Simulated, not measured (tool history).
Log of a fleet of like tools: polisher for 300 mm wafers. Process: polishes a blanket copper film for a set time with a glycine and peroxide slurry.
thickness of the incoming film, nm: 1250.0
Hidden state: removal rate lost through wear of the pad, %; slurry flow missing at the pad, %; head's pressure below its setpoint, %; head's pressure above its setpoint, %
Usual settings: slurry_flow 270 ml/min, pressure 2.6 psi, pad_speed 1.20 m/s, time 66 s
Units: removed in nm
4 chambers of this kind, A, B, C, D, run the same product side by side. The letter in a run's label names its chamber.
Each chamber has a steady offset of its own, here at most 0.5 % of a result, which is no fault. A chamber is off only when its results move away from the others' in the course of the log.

| run | day | slurry_flow | pressure | pad_speed | time | wafers polished on this pad | hours since the slurry nozzle was cleaned | hours since the head pressure was calibrated | removed |
|---|---|---|---|---|---|---|---|---|---|
|  | 0.146 | chamber A: worn pad replaced by a new one |
| 1D | 0.508 | 270 | 2.6 | 1.20 | 66 | 289 | 532.8 | 156.0 | 477.08 |
| 2A | 0.942 | 270 | 2.6 | 1.20 | 66 | 249 | 452.1 | 702.2 | 474.09 |
|  | 1.158 | chamber B: worn pad replaced by a new one |
| 3B | 1.471 | 270 | 2.6 | 1.20 | 66 | 98 | 331.8 | 778.0 | 478.40 |
|  | 1.542 | chamber C: slurry nozzle cleaned |
| 4C | 1.742 | 270 | 2.6 | 1.20 | 66 | 916 | 4.8 | 627.8 | 467.66 |
|  | 2.067 | chamber C: worn pad replaced by a new one |
| 5A | 2.196 | 270 | 2.6 | 1.20 | 66 | 640 | 482.2 | 732.3 | 468.08 |
|  | 2.446 | chamber B: head pressure recalibrated |
| 6D | 2.450 | 270 | 2.6 | 1.20 | 66 | 895 | 579.4 | 202.6 | 474.19 |
| 7C | 2.825 | 270 | 2.6 | 1.20 | 66 | 236 | 30.8 | 653.8 | 470.78 |
| 8B | 3.121 | 325 | 2.6 | 1.20 | 75 | 613 | 371.4 | 16.2 | 552.45 |
|  | 3.454 | chamber D: worn pad replaced by a new one |
| 9C | 3.542 | 325 | 2.6 | 1.20 | 75 | 460 | 48.0 | 671.0 | 553.88 |
| 10A | 3.871 | 325 | 2.6 | 1.20 | 75 | 1163 | 522.4 | 772.5 | 552.15 |
|  | 4.283 | chamber A: worn pad replaced by a new one |
| 11B | 4.317 | 325 | 2.6 | 1.20 | 75 | 986 | 400.1 | 44.9 | 557.56 |
|  | 4.362 | chamber B: worn pad replaced by a new one |
| 12D | 4.671 | 305 | 2.6 | 1.32 | 66 | 380 | 632.7 | 255.9 | 523.12 |
|  | 5.046 | chamber C: worn pad replaced by a new one |
| 13C | 5.104 | 305 | 2.6 | 1.32 | 66 | 19 | 85.5 | 708.5 | 524.40 |
| 14B | 5.621 | 305 | 2.6 | 1.32 | 66 | 393 | 431.4 | 76.2 | 521.57 |
| 15D | 5.904 | 305 | 2.6 | 1.32 | 66 | 765 | 662.3 | 285.5 | 526.58 |
| 16A | 6.312 | 270 | 2.6 | 1.20 | 66 | 634 | 581.0 | 831.1 | 462.69 |
| 17D | 6.725 | 270 | 2.6 | 1.20 | 66 | 1021 | 682.0 | 305.2 | 467.98 |
| 18A | 7.104 | 270 | 2.6 | 1.20 | 66 | 881 | 600.0 | 850.1 | 474.13 |
| 19B | 7.433 | 270 | 2.6 | 1.20 | 66 | 958 | 474.9 | 119.7 | 478.90 |
|  | 7.525 | chamber A: head pressure recalibrated |
| 20C | 7.688 | 270 | 2.6 | 1.20 | 66 | 825 | 147.5 | 770.5 | 466.95 |
|  | 7.754 | chamber C: worn pad replaced by a new one |
|  | 7.850 | chamber D: worn pad replaced by a new one |
|  | 7.892 | chamber B: slurry nozzle cleaned |
| 21C | 8.192 | 270 | 2.6 | 1.20 | 66 | 137 | 159.6 | 782.6 | 480.47 |
|  | 8.296 | chamber B: worn pad replaced by a new one |
| 22B | 8.529 | 270 | 2.6 | 1.20 | 66 | 73 | 15.3 | 146.0 | 483.49 |
| 23D | 8.862 | 270 | 2.6 | 1.20 | 66 | 316 | 733.3 | 356.5 | 479.77 |
|  | 8.933 | chamber A: worn pad replaced by a new one |
| 24A | 9.212 | 270 | 2.2 | 1.20 | 66 | 87 | 650.6 | 40.6 | 385.83 |
| 25B | 9.608 | 270 | 2.2 | 1.20 | 66 | 409 | 41.2 | 171.9 | 417.41 |
| 26D | 9.921 | 270 | 2.2 | 1.20 | 66 | 646 | 758.7 | 381.9 | 407.01 |
| 27A | 10.454 | 270 | 2.2 | 1.20 | 66 | 474 | 680.4 | 70.4 | 376.41 |
| 28C | 10.962 | 270 | 2.6 | 1.20 | 66 | 1002 | 226.1 | 849.1 | 472.90 |
|  | 10.971 | chamber C: worn pad replaced by a new one |
|  | 11.154 | chamber C: head pressure recalibrated |
| 29A | 11.238 | 270 | 2.6 | 1.20 | 66 | 719 | 699.2 | 89.2 | 447.72 |
|  | 11.517 | chamber D: worn pad replaced by a new one |
|  | 11.596 | chamber C: slurry nozzle cleaned |
| 30B | 11.667 | 270 | 2.6 | 1.20 | 66 | 1052 | 90.6 | 221.3 | 475.52 |
| 31D | 12.142 | 270 | 2.6 | 1.20 | 66 | 195 | 812.0 | 435.2 | 470.94 |
|  | 12.433 | chamber B: worn pad replaced by a new one |
| 32C | 12.446 | 270 | 3.3 | 1.56 | 66 | 460 | 20.5 | 31.1 | 738.41 |
| 33D | 12.704 | 270 | 3.3 | 1.56 | 66 | 370 | 825.5 | 448.7 | 738.97 |
|  | 13.050 | chamber A: worn pad replaced by a new one |
| 34A | 13.079 | 270 | 3.3 | 1.56 | 66 | 9 | 743.4 | 133.4 | 676.97 |
| 35C | 13.312 | 270 | 3.3 | 1.56 | 66 | 731 | 41.3 | 51.9 | 734.21 |
| 36B | 13.733 | 270 | 2.6 | 1.20 | 66 | 405 | 140.2 | 270.9 | 486.84 |
| 37D | 14.158 | 270 | 2.6 | 1.20 | 66 | 824 | 860.4 | 483.6 | 467.27 |
| 38A | 14.492 | 270 | 2.6 | 1.20 | 66 | 450 | 777.3 | 167.3 | 444.75 |

Next, every chamber runs the same settings. What will each give?
| 39A | 14.875 | 270 | 2.6 | 1.20 | 66 |  |  |  | ? |
| 39B | 14.875 | 270 | 2.6 | 1.20 | 66 |  |  |  | ? |
| 39C | 14.875 | 270 | 2.6 | 1.20 | 66 |  |  |  | ? |
| 39D | 14.875 | 270 | 2.6 | 1.20 | 66 |  |  |  | ? |

| run | removed |
|---|---|
| 39A | 430.75 |
| 39B | 472.14 |
| 39C | 465.15 |
| 39D | 470.47 |

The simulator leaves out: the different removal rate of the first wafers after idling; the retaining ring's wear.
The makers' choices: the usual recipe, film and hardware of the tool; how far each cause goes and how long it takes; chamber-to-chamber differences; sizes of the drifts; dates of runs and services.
